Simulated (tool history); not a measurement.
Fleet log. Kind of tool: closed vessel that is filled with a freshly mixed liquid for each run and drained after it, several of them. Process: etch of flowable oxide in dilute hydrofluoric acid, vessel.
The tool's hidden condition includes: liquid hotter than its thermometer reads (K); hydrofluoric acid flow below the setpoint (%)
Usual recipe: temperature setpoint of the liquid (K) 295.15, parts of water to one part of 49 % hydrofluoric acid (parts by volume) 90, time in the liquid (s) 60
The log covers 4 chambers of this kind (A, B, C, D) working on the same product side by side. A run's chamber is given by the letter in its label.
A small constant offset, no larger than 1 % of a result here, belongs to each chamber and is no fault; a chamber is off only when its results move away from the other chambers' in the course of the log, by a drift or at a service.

run   hour  temperature setpoint of the liquid (K)  parts of water to one part of 49 % hydrofluoric acid (parts by volume)  time in the liquid (s)  hours since the thermometer was replaced  hours since the hydrofluoric acid flow meter was replaced  read-back film thickness of the flowable oxide reference wafer, read on the same gauge (nm)  thickness taken off the flowable oxide on a monitor wafer (angstrom)
 1D    6.6                                  295.15                                                                      90                      60                                     881.5                                                        160                                                                                       140.01                                                                225.95
 2A   12.8                                  295.15                                                                      90                      60                                     919.6                                                      132.5                                                                                       139.98                                                                229.18
      14.9  -- chamber A: thermometer replaced
 3C   18.2                                  295.15                                                                      90                      60                                       630                                                      979.3                                                                                       139.99                                                                227.41
 4B   24.8                                  295.15                                                                      90                      60                                     486.4                                                       79.5                                                                                          140                                                                227.23
 5B     31                                  295.15                                                                      90                      60                                     492.6                                                       85.7                                                                                       139.98                                                                225.14
 6A   34.7                                  295.15                                                                      90                      60                                      19.8                                                      154.4                                                                                       139.98                                                                229.74
 7C   39.7                                  295.15                                                                      90                      60                                     651.5                                                     1000.8                                                                                          140                                                                 229.6
 8D   45.5                                  295.15                                                                      90                      60                                     920.4                                                      198.9                                                                                       139.98                                                                 225.1
 9C   50.5                                  295.15                                                                      90                      60                                     662.3                                                     1011.6                                                                                       139.96                                                                227.79
10A   53.7                                  295.15                                                                      90                      60                                      38.8                                                      173.4                                                                                       139.97                                                                228.91
11D   56.8                                  295.15                                                                      90                      60                                     931.7                                                      210.2                                                                                       140.01                                                                 228.2
12B   62.6                                  295.15                                                                      90                      60                                     524.2                                                      117.3                                                                                       140.05                                                                225.92
13C   67.4                                  295.15                                                                      90                      60                                     679.2                                                     1028.5                                                                                       139.99                                                                230.31
14D     71                                  297.65                                                                      90                      90                                     945.9                                                      224.4                                                                                       139.95                                                                373.54
15A   76.3                                  297.65                                                                      90                      90                                      61.4                                                        196                                                                                          140                                                                381.46
16B   81.7                                  297.65                                                                      90                      90                                     543.3                                                      136.4                                                                                       139.94                                                                375.17
17C   86.9                                  297.65                                                                      90                      90                                     698.7                                                       1048                                                                                       140.02                                                                385.51
18A   92.7                                  295.15                                                                      90                      60                                      77.8                                                      212.4                                                                                       139.97                                                                 228.6
19D   96.4                                  295.15                                                                      90                      60                                     971.3                                                      249.8                                                                                       139.99                                                                225.17
20B   99.5                                  295.15                                                                      90                      60                                     561.1                                                      154.2                                                                                       140.02                                                                226.61
21A  103.8                                  295.15                                                                      90                      60                                      88.9                                                      223.5                                                                                       140.01                                                                228.25
22D    108                                  295.15                                                                      90                      60                                     982.9                                                      261.4                                                                                       139.99                                                                226.17
23B  111.2                                  295.15                                                                      90                      60                                     572.8                                                      165.9                                                                                       139.99                                                                226.03
24C    118                                  295.15                                                                      90                      90                                     729.8                                                     1079.1                                                                                       140.05                                                                352.04
25D  123.9                                  295.15                                                                      90                      90                                     998.8                                                      277.3                                                                                       140.06                                                                340.78
26C  129.7                                  295.15                                                                      90                      90                                     741.5                                                     1090.8                                                                                       140.01                                                                352.22
27A  134.8                                  295.15                                                                      90                      90                                     119.9                                                      254.5                                                                                       139.99                                                                344.19
28B  140.8                                  295.15                                                                      90                      60                                     602.4                                                      195.5                                                                                       139.99                                                                227.17
29D  145.1                                  295.15                                                                      90                      60                                      1020                                                      298.5                                                                                       139.97                                                                225.43

Does one chamber stand apart from the rest, does the shared gauge drift, or is all well apart from small per-chamber offsets? Give the chamber and the most likely cause, where there is one.

Chamber C drifts away from the others.
Likeliest cause: liquid hotter than its thermometer reads (K) = 1.01.
The log may not tell that from: hydrofluoric acid flow above the setpoint (%).

Chamber C could run next with any of the 4 candidate recipes listed below; each alters the usual settings, and their results appear as question marks. Which one brings its results back in line with what the other chambers deliver on the usual settings?
To be in line, a result may differ from the other chambers' mean on the usual settings by at most: thickness taken off the flowable oxide on a monitor wafer (angstrom) 3.3
30C-1   150                                  296.15                                                                      90                      60                                                                                                                                                                                                                                                                       ?
30C-2   150                                  294.15                                                                      90                      60                                                                                                                                                                                                                                                                       ?
30C-3   150                                  293.15                                                                      90                      60                                                                                                                                                                                                                                                                       ?
30C-4   150                                  295.15                                                                      90                      65                                                                                                                                                                                                                                                                       ?

Average result of the remaining chambers running the usual settings: thickness taken off the flowable oxide on a monitor wafer (angstrom) 227.63
  run  thickness taken off the flowable oxide on a monitor wafer (angstrom)
30C-1                                                                 245.1
30C-2                                                                226.05
30C-3                                                                216.92
30C-4                                                                254.99
It is 30C-2 that realigns the chamber with its peers.
